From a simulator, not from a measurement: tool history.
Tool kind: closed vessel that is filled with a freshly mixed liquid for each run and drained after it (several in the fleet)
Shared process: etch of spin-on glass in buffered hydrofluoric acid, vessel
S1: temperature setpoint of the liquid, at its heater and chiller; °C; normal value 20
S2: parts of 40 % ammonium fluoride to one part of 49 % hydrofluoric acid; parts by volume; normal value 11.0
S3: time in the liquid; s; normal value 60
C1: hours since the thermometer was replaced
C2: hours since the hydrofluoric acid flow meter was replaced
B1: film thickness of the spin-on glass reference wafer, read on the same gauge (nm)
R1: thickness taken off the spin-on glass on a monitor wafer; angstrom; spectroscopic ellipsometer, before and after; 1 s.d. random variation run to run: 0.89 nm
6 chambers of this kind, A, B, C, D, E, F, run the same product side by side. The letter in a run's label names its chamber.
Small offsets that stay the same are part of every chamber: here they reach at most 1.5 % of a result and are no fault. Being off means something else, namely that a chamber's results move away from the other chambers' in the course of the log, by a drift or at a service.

run 1D hour=3.6 | S1=20 S2=11.0 S3=60 | C1=236.9 C2=603.4 | B1=139.98 | R1=1579.7
-- hour=6.2 chamber C: thermometer replaced
run 2B hour=8.0 | S1=20 S2=11.0 S3=60 | C1=214.7 C2=1387.2 | B1=139.96 | R1=1608.7
run 3C hour=12.4 | S1=20 S2=11.0 S3=60 | C1=6.2 C2=23.3 | B1=140.01 | R1=1580.2
run 4F hour=16.0 | S1=20 S2=11.0 S3=60 | C1=749.5 C2=410.3 | B1=139.94 | R1=1597.4
run 5A hour=19.7 | S1=20 S2=11.0 S3=60 | C1=524.7 C2=180.7 | B1=139.96 | R1=1573.3
run 6E hour=22.5 | S1=20 S2=11.0 S3=60 | C1=710.5 C2=1056.6 | B1=140.01 | R1=1607.1
run 7C hour=26.1 | S1=20 S2=7.5 S3=60 | C1=19.9 C2=37.0 | B1=140.01 | R1=2244.7
run 8F hour=29.1 | S1=20 S2=7.5 S3=60 | C1=762.6 C2=423.4 | B1=139.99 | R1=2318.2
run 9B hour=32.1 | S1=20 S2=7.5 S3=60 | C1=238.8 C2=1411.3 | B1=139.97 | R1=2306.0
run 10A hour=34.9 | S1=20 S2=7.5 S3=60 | C1=539.9 C2=195.9 | B1=139.99 | R1=2243.8
run 11D hour=38.0 | S1=20 S2=7.5 S3=60 | C1=271.3 C2=637.8 | B1=140.00 | R1=2246.0
run 12E hour=41.5 | S1=20 S2=7.5 S3=60 | C1=729.5 C2=1075.6 | B1=139.99 | R1=2302.0
run 13F hour=44.3 | S1=20 S2=11.0 S3=60 | C1=777.8 C2=438.6 | B1=139.98 | R1=1601.9
run 14E hour=47.5 | S1=20 S2=11.0 S3=60 | C1=735.5 C2=1081.6 | B1=140.01 | R1=1604.7
run 15B hour=50.7 | S1=20 S2=11.0 S3=60 | C1=257.4 C2=1429.9 | B1=139.97 | R1=1608.3
run 16C hour=53.9 | S1=20 S2=11.0 S3=60 | C1=47.7 C2=64.8 | B1=139.97 | R1=1592.1
run 17D hour=55.9 | S1=20 S2=11.0 S3=60 | C1=289.2 C2=655.7 | B1=140.02 | R1=1585.8
run 18A hour=59.5 | S1=20 S2=11.0 S3=60 | C1=564.5 C2=220.5 | B1=139.93 | R1=1576.1
run 19B hour=64.0 | S1=20 S2=11.0 S3=60 | C1=270.7 C2=1443.2 | B1=140.01 | R1=1631.1
run 20C hour=66.3 | S1=20 S2=11.0 S3=60 | C1=60.1 C2=77.2 | B1=140.01 | R1=1575.3
run 21F hour=70.7 | S1=20 S2=11.0 S3=60 | C1=804.2 C2=465.0 | B1=140.02 | R1=1609.7
run 22A hour=73.9 | S1=20 S2=11.0 S3=60 | C1=578.9 C2=234.9 | B1=139.98 | R1=1580.0
run 23D hour=76.8 | S1=20 S2=11.0 S3=60 | C1=310.1 C2=676.6 | B1=139.99 | R1=1574.5
run 24E hour=79.1 | S1=20 S2=11.0 S3=60 | C1=767.1 C2=1113.2 | B1=140.01 | R1=1593.8
run 25B hour=82.0 | S1=20 S2=11.0 S3=60 | C1=288.7 C2=1461.2 | B1=139.99 | R1=1608.1
run 26F hour=84.3 | S1=20 S2=11.0 S3=60 | C1=817.8 C2=478.6 | B1=139.96 | R1=1611.7
run 27D hour=88.2 | S1=20 S2=7.5 S3=60 | C1=321.5 C2=688.0 | B1=139.97 | R1=2241.0
run 28E hour=91.2 | S1=20 S2=7.5 S3=60 | C1=779.2 C2=1125.3 | B1=140.09 | R1=2287.9
run 29A hour=94.2 | S1=20 S2=7.5 S3=60 | C1=599.2 C2=255.2 | B1=139.95 | R1=2244.7
run 30C hour=97.2 | S1=20 S2=7.5 S3=60 | C1=91.0 C2=108.1 | B1=140.01 | R1=2246.3
run 31B hour=101.4 | S1=20 S2=7.5 S3=60 | C1=308.1 C2=1480.6 | B1=140.04 | R1=2299.6
run 32E hour=105.1 | S1=20 S2=7.5 S3=60 | C1=793.1 C2=1139.2 | B1=139.96 | R1=2279.4
run 33F hour=109.3 | S1=20 S2=11.0 S3=60 | C1=842.8 C2=503.6 | B1=140.02 | R1=1602.8
run 34C hour=112.3 | S1=20 S2=11.0 S3=60 | C1=106.1 C2=123.2 | B1=139.99 | R1=1579.7
run 35D hour=115.8 | S1=20 S2=11.0 S3=60 | C1=349.1 C2=715.6 | B1=140.00 | R1=1593.8
run 36A hour=117.8 | S1=20 S2=11.0 S3=60 | C1=622.8 C2=278.8 | B1=139.97 | R1=1567.5
run 37B hour=121.8 | S1=20 S2=11.0 S3=60 | C1=328.5 C2=1501.0 | B1=140.01 | R1=1606.3
run 38F hour=124.8 | S1=17 S2=11.0 S3=80 | C1=858.3 C2=519.1 | B1=139.97 | R1=1813.1

Is one chamber off against the others, does the gauge drift, or is nothing wrong? If a chamber is off, say which, and what the likeliest cause is.

Neither any chamber nor the gauge drifts; the chambers differ only by their own small, steady offsets.
